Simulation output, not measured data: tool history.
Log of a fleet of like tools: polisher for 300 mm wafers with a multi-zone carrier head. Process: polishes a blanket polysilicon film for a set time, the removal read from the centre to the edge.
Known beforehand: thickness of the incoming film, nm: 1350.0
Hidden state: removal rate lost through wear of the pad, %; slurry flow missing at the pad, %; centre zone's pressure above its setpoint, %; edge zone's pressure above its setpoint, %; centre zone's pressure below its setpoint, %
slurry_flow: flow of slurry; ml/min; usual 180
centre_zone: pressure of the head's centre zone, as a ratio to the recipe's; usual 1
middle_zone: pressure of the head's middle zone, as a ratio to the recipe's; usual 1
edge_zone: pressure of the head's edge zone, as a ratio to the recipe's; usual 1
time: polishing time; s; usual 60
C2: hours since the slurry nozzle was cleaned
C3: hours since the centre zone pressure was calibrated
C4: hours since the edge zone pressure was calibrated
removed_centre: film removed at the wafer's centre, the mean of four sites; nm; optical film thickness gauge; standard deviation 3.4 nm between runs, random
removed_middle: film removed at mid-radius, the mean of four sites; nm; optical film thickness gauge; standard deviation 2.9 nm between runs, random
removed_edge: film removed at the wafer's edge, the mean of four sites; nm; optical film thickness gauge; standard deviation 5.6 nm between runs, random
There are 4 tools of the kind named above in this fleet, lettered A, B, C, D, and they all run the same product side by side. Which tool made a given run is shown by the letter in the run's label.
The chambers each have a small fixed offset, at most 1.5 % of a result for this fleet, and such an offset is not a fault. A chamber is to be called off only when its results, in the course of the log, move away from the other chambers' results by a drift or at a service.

{"run": "1D", "day": 0.196, "slurry_flow": 180, "centre_zone": 1, "middle_zone": 1, "edge_zone": 1, "time": 60, "wafers polished on this pad": 187, "C2": 160.9, "C3": 381.1, "C4": 1344.5, "removed_centre": 412.71, "removed_middle": 408.8, "removed_edge": 414.65}
{"run": "2C", "day": 0.421, "slurry_flow": 180, "centre_zone": 1, "middle_zone": 1, "edge_zone": 1, "time": 60, "wafers polished on this pad": 421, "C2": 59.2, "C3": 366.6, "C4": 240.5, "removed_centre": 411.92, "removed_middle": 410.69, "removed_edge": 403.82}
{"day": 0.567, "done": "chamber A: worn pad replaced by a new one"}
{"day": 0.592, "done": "chamber B: worn pad replaced by a new one"}
{"run": "3B", "day": 0.729, "slurry_flow": 180, "centre_zone": 1, "middle_zone": 1, "edge_zone": 1, "time": 60, "wafers polished on this pad": 42, "C2": 219.8, "C3": 357.5, "C4": 826.8, "removed_centre": 407.83, "removed_middle": 406.1, "removed_edge": 419.07}
{"run": "4A", "day": 0.996, "slurry_flow": 180, "centre_zone": 1, "middle_zone": 1, "edge_zone": 1, "time": 60, "wafers polished on this pad": 131, "C2": 348.1, "C3": 585.2, "C4": 214.4, "removed_centre": 409.81, "removed_middle": 416.59, "removed_edge": 411.41}
{"run": "5D", "day": 1.158, "slurry_flow": 180, "centre_zone": 1, "middle_zone": 1, "edge_zone": 1.1, "time": 60, "wafers polished on this pad": 479, "C2": 184, "C3": 404.2, "C4": 1367.6, "removed_centre": 405.51, "removed_middle": 411.39, "removed_edge": 430.82}
{"run": "6B", "day": 1.342, "slurry_flow": 180, "centre_zone": 1, "middle_zone": 1, "edge_zone": 1.1, "time": 60, "wafers polished on this pad": 228, "C2": 234.5, "C3": 372.2, "C4": 841.5, "removed_centre": 412.44, "removed_middle": 402.87, "removed_edge": 425.68}
{"run": "7A", "day": 1.662, "slurry_flow": 180, "centre_zone": 1, "middle_zone": 1, "edge_zone": 1.1, "time": 60, "wafers polished on this pad": 333, "C2": 364.1, "C3": 601.2, "C4": 230.4, "removed_centre": 413.64, "removed_middle": 405.18, "removed_edge": 428.12}
{"run": "8C", "day": 1.871, "slurry_flow": 180, "centre_zone": 1, "middle_zone": 1, "edge_zone": 1.1, "time": 60, "wafers polished on this pad": 861, "C2": 94, "C3": 401.4, "C4": 275.3, "removed_centre": 407.95, "removed_middle": 417.41, "removed_edge": 430.37}
{"run": "9B", "day": 2.154, "slurry_flow": 180, "centre_zone": 1, "middle_zone": 1, "edge_zone": 1, "time": 60, "wafers polished on this pad": 474, "C2": 254, "C3": 391.7, "C4": 861, "removed_centre": 408.8, "removed_middle": 409.8, "removed_edge": 410.54}
{"run": "10D", "day": 2.379, "slurry_flow": 180, "centre_zone": 1, "middle_zone": 1, "edge_zone": 1, "time": 60, "wafers polished on this pad": 849, "C2": 213.3, "C3": 433.5, "C4": 1396.9, "removed_centre": 409.95, "removed_middle": 407.81, "removed_edge": 414.95}
{"day": 2.396, "done": "chamber A: worn pad replaced by a new one"}
{"run": "11C", "day": 2.712, "slurry_flow": 180, "centre_zone": 1.06, "middle_zone": 1, "edge_zone": 0.9, "time": 60, "wafers polished on this pad": 1116, "C2": 114.2, "C3": 421.6, "C4": 295.5, "removed_centre": 425.49, "removed_middle": 413.84, "removed_edge": 390.25}
{"day": 2.733, "done": "chamber B: worn pad replaced by a new one"}
{"run": "12A", "day": 2.988, "slurry_flow": 180, "centre_zone": 1.06, "middle_zone": 1, "edge_zone": 0.9, "time": 60, "wafers polished on this pad": 180, "C2": 395.9, "C3": 633, "C4": 262.2, "removed_centre": 432.53, "removed_middle": 414.58, "removed_edge": 384.24}
{"day": 3.025, "done": "chamber D: worn pad replaced by a new one"}
{"run": "13A", "day": 3.138, "slurry_flow": 180, "centre_zone": 1.06, "middle_zone": 1, "edge_zone": 0.9, "time": 60, "wafers polished on this pad": 226, "C2": 399.5, "C3": 636.6, "C4": 265.8, "removed_centre": 431.36, "removed_middle": 409.62, "removed_edge": 390.49}
{"day": 3.229, "done": "chamber C: worn pad replaced by a new one"}
{"run": "14C", "day": 3.308, "slurry_flow": 180, "centre_zone": 1.06, "middle_zone": 1, "edge_zone": 0.9, "time": 60, "wafers polished on this pad": 24, "C2": 128.5, "C3": 435.9, "C4": 309.8, "removed_centre": 438.75, "removed_middle": 413.46, "removed_edge": 380.76}
{"run": "15D", "day": 3.479, "slurry_flow": 180, "centre_zone": 1, "middle_zone": 1, "edge_zone": 1, "time": 60, "wafers polished on this pad": 138, "C2": 239.7, "C3": 459.9, "C4": 1423.3, "removed_centre": 413.04, "removed_middle": 414.29, "removed_edge": 414.23}
{"run": "16B", "day": 3.808, "slurry_flow": 180, "centre_zone": 1, "middle_zone": 1, "edge_zone": 1, "time": 60, "wafers polished on this pad": 326, "C2": 293.7, "C3": 431.4, "C4": 900.7, "removed_centre": 414.49, "removed_middle": 410.12, "removed_edge": 418.47}
{"run": "17B", "day": 4.008, "slurry_flow": 180, "centre_zone": 1, "middle_zone": 1, "edge_zone": 1, "time": 60, "wafers polished on this pad": 387, "C2": 298.5, "C3": 436.2, "C4": 905.5, "removed_centre": 404.56, "removed_middle": 401.04, "removed_edge": 412.16}
{"run": "18C", "day": 4.275, "slurry_flow": 155, "centre_zone": 1, "middle_zone": 1, "edge_zone": 0.93, "time": 60, "wafers polished on this pad": 318, "C2": 151.7, "C3": 459.1, "C4": 333, "removed_centre": 402.36, "removed_middle": 404.85, "removed_edge": 379.06}
{"day": 4.4, "done": "chamber A: worn pad replaced by a new one"}
{"run": "19D", "day": 4.504, "slurry_flow": 155, "centre_zone": 1, "middle_zone": 1, "edge_zone": 0.93, "time": 60, "wafers polished on this pad": 449, "C2": 264.3, "C3": 484.5, "C4": 1447.9, "removed_centre": 391.73, "removed_middle": 401.52, "removed_edge": 387.85}
{"run": "20A", "day": 4.738, "slurry_flow": 155, "centre_zone": 1, "middle_zone": 1, "edge_zone": 0.93, "time": 60, "wafers polished on this pad": 103, "C2": 437.9, "C3": 675, "C4": 304.2, "removed_centre": 402.26, "removed_middle": 399.49, "removed_edge": 382.32}
{"day": 4.958, "done": "chamber B: worn pad replaced by a new one"}
{"run": "21D", "day": 5.075, "slurry_flow": 155, "centre_zone": 1, "middle_zone": 1, "edge_zone": 0.93, "time": 60, "wafers polished on this pad": 622, "C2": 278, "C3": 498.2, "C4": 1461.6, "removed_centre": 394.49, "removed_middle": 400.82, "removed_edge": 380.41}
{"run": "22A", "day": 5.392, "slurry_flow": 180, "centre_zone": 1, "middle_zone": 1, "edge_zone": 1, "time": 60, "wafers polished on this pad": 301, "C2": 453.6, "C3": 690.7, "C4": 319.9, "removed_centre": 411.21, "removed_middle": 414.42, "removed_edge": 410.96}
{"day": 5.429, "done": "chamber D: slurry nozzle cleaned"}
{"run": "23B", "day": 5.692, "slurry_flow": 180, "centre_zone": 1, "middle_zone": 1, "edge_zone": 1, "time": 60, "wafers polished on this pad": 222, "C2": 338.9, "C3": 476.6, "C4": 945.9, "removed_centre": 400.4, "removed_middle": 411.07, "removed_edge": 412.39}
{"run": "24C", "day": 6.021, "slurry_flow": 180, "centre_zone": 1, "middle_zone": 1, "edge_zone": 1, "time": 75, "wafers polished on this pad": 847, "C2": 193.6, "C3": 501, "C4": 374.9, "removed_centre": 512.38, "removed_middle": 520.72, "removed_edge": 510.34}
{"run": "25A", "day": 6.2, "slurry_flow": 180, "centre_zone": 1, "middle_zone": 1, "edge_zone": 1, "time": 75, "wafers polished on this pad": 546, "C2": 473, "C3": 710.1, "C4": 339.3, "removed_centre": 520.12, "removed_middle": 516.98, "removed_edge": 516.67}
{"day": 6.317, "done": "chamber A: worn pad replaced by a new one"}
{"run": "26D", "day": 6.483, "slurry_flow": 180, "centre_zone": 1, "middle_zone": 1, "edge_zone": 1, "time": 75, "wafers polished on this pad": 1049, "C2": 25.3, "C3": 532, "C4": 1495.4, "removed_centre": 511.62, "removed_middle": 512.92, "removed_edge": 509.2}
{"day": 6.504, "done": "chamber D: worn pad replaced by a new one"}
{"run": "27C", "day": 6.662, "slurry_flow": 180, "centre_zone": 1, "middle_zone": 1, "edge_zone": 1, "time": 75, "wafers polished on this pad": 1042, "C2": 209, "C3": 516.4, "C4": 390.3, "removed_centre": 510.24, "removed_middle": 507.96, "removed_edge": 512.44}
{"run": "28B", "day": 6.954, "slurry_flow": 180, "centre_zone": 1, "middle_zone": 1, "edge_zone": 1, "time": 60, "wafers polished on this pad": 605, "C2": 369.2, "C3": 506.9, "C4": 976.2, "removed_centre": 399.24, "removed_middle": 415.25, "removed_edge": 406.26}
{"day": 7.208, "done": "chamber B: worn pad replaced by a new one"}
{"run": "29B", "day": 7.212, "slurry_flow": 180, "centre_zone": 1, "middle_zone": 1, "edge_zone": 1, "time": 60, "wafers polished on this pad": 2, "C2": 375.4, "C3": 513.1, "C4": 982.4, "removed_centre": 391.49, "removed_middle": 405.85, "removed_edge": 409.57}
{"run": "30D", "day": 7.475, "slurry_flow": 180, "centre_zone": 1, "middle_zone": 1, "edge_zone": 1, "time": 71, "wafers polished on this pad": 295, "C2": 49.1, "C3": 555.8, "C4": 1519.2, "removed_centre": 480.05, "removed_middle": 488.84, "removed_edge": 479.86}
{"run": "31A", "day": 7.754, "slurry_flow": 180, "centre_zone": 1, "middle_zone": 1, "edge_zone": 1, "time": 71, "wafers polished on this pad": 436, "C2": 510.3, "C3": 747.4, "C4": 376.6, "removed_centre": 477.49, "removed_middle": 478.82, "removed_edge": 495.45}
{"run": "32C", "day": 7.979, "slurry_flow": 180, "centre_zone": 1, "middle_zone": 1, "edge_zone": 1, "time": 71, "wafers polished on this pad": 1441, "C2": 240.6, "C3": 548, "C4": 421.9, "removed_centre": 487.16, "removed_middle": 493.47, "removed_edge": 470.19}
{"day": 8.067, "done": "chamber C: worn pad replaced by a new one"}
{"run": "33A", "day": 8.204, "slurry_flow": 180, "centre_zone": 1, "middle_zone": 1, "edge_zone": 1, "time": 71, "wafers polished on this pad": 572, "C2": 521.1, "C3": 758.2, "C4": 387.4, "removed_centre": 487.61, "removed_middle": 487.24, "removed_edge": 492.95}
{"run": "34D", "day": 8.429, "slurry_flow": 180, "centre_zone": 1, "middle_zone": 1, "edge_zone": 1, "time": 60, "wafers polished on this pad": 584, "C2": 72, "C3": 578.7, "C4": 1542.1, "removed_centre": 402.1, "removed_middle": 409.8, "removed_edge": 410.64}
{"day": 8.621, "done": "chamber A: worn pad replaced by a new one"}
{"run": "35C", "day": 8.746, "slurry_flow": 130, "centre_zone": 1, "middle_zone": 1, "edge_zone": 1, "time": 40, "wafers polished on this pad": 207, "C2": 259, "C3": 566.4, "C4": 440.3, "removed_centre": 252.11, "removed_middle": 257.16, "removed_edge": 256.16}
{"run": "36B", "day": 8.983, "slurry_flow": 130, "centre_zone": 1, "middle_zone": 1, "edge_zone": 1, "time": 40, "wafers polished on this pad": 539, "C2": 417.9, "C3": 555.6, "C4": 1024.9, "removed_centre": 240.44, "removed_middle": 253.17, "removed_edge": 265.04}
{"run": "37B", "day": 9.179, "slurry_flow": 130, "centre_zone": 1, "middle_zone": 1, "edge_zone": 1, "time": 40, "wafers polished on this pad": 598, "C2": 422.6, "C3": 560.3, "C4": 1029.6, "removed_centre": 238.23, "removed_middle": 257.52, "removed_edge": 265.89}
{"run": "38A", "day": 9.367, "slurry_flow": 130, "centre_zone": 1, "middle_zone": 1, "edge_zone": 1, "time": 40, "wafers polished on this pad": 227, "C2": 549, "C3": 786.1, "C4": 415.3, "removed_centre": 256.03, "removed_middle": 260.14, "removed_edge": 267.04}
{"run": "39C", "day": 9.55, "slurry_flow": 180, "centre_zone": 1, "middle_zone": 1, "edge_zone": 1, "time": 60, "wafers polished on this pad": 451, "C2": 278.3, "C3": 585.7, "C4": 459.6, "removed_centre": 403.3, "removed_middle": 411.3, "removed_edge": 405.65}
{"run": "40D", "day": 9.746, "slurry_flow": 180, "centre_zone": 1, "middle_zone": 1, "edge_zone": 1, "time": 60, "wafers polished on this pad": 983, "C2": 103.6, "C3": 610.3, "C4": 1573.7, "removed_centre": 408.53, "removed_middle": 411.52, "removed_edge": 419.12}
{"run": "41D", "day": 9.904, "slurry_flow": 180, "centre_zone": 1, "middle_zone": 1, "edge_zone": 1, "time": 60, "wafers polished on this pad": 1031, "C2": 107.4, "C3": 614.1, "C4": 1577.5, "removed_centre": 405.94, "removed_middle": 409.19, "removed_edge": 407.72}

Has any chamber moved away from the others, gradually or after a service, or does the common gauge drift, or do the chambers differ only by their own small steady offsets? State the chamber and the most likely cause if one applies.

It is chamber B that slowly wanders off from its peers.
Likeliest cause: centre zone's pressure below its setpoint, % = 7.21.

Here are 4 candidates for chamber B's next run, each the usual settings with a change, their results left as question marks. Which one brings its results back in line with what the others give on the usual settings?
To be in line, a result may differ from the other chambers' mean on the usual settings by at most: removed_centre 12 nm; removed_middle 10 nm; removed_edge 19 nm
{"run": "42B-1", "day": 10.146, "slurry_flow": 170, "centre_zone": 0.91, "middle_zone": 1.01, "edge_zone": 1.03, "time": 59, "removed_centre": "?", "removed_middle": "?", "removed_edge": "?"}
{"run": "42B-2", "day": 10.146, "slurry_flow": 190, "centre_zone": 1.09, "middle_zone": 0.99, "edge_zone": 0.97, "time": 61, "removed_centre": "?", "removed_middle": "?", "removed_edge": "?"}
{"run": "42B-3", "day": 10.146, "slurry_flow": 185, "centre_zone": 1.05, "middle_zone": 0.99, "edge_zone": 0.98, "time": 61, "removed_centre": "?", "removed_middle": "?", "removed_edge": "?"}
{"run": "42B-4", "day": 10.146, "slurry_flow": 175, "centre_zone": 0.95, "middle_zone": 1.01, "edge_zone": 1.02, "time": 59, "removed_centre": "?", "removed_middle": "?", "removed_edge": "?"}

What the other chambers average on the usual settings: removed_centre 408.27 nm; removed_middle 411.33 nm; removed_edge 409.08 nm
run=42B-1 removed_centre=329.89 removed_middle=402.89 removed_edge=406.4
run=42B-2 removed_centre=425.86 removed_middle=415.85 removed_edge=412.63
run=42B-3 removed_centre=406.67 removed_middle=414.23 removed_edge=413.58
run=42B-4 removed_centre=348.2 removed_middle=404.76 removed_edge=405.73
Change 42B-3 lands the chamber within the allowed miss of the other chambers.
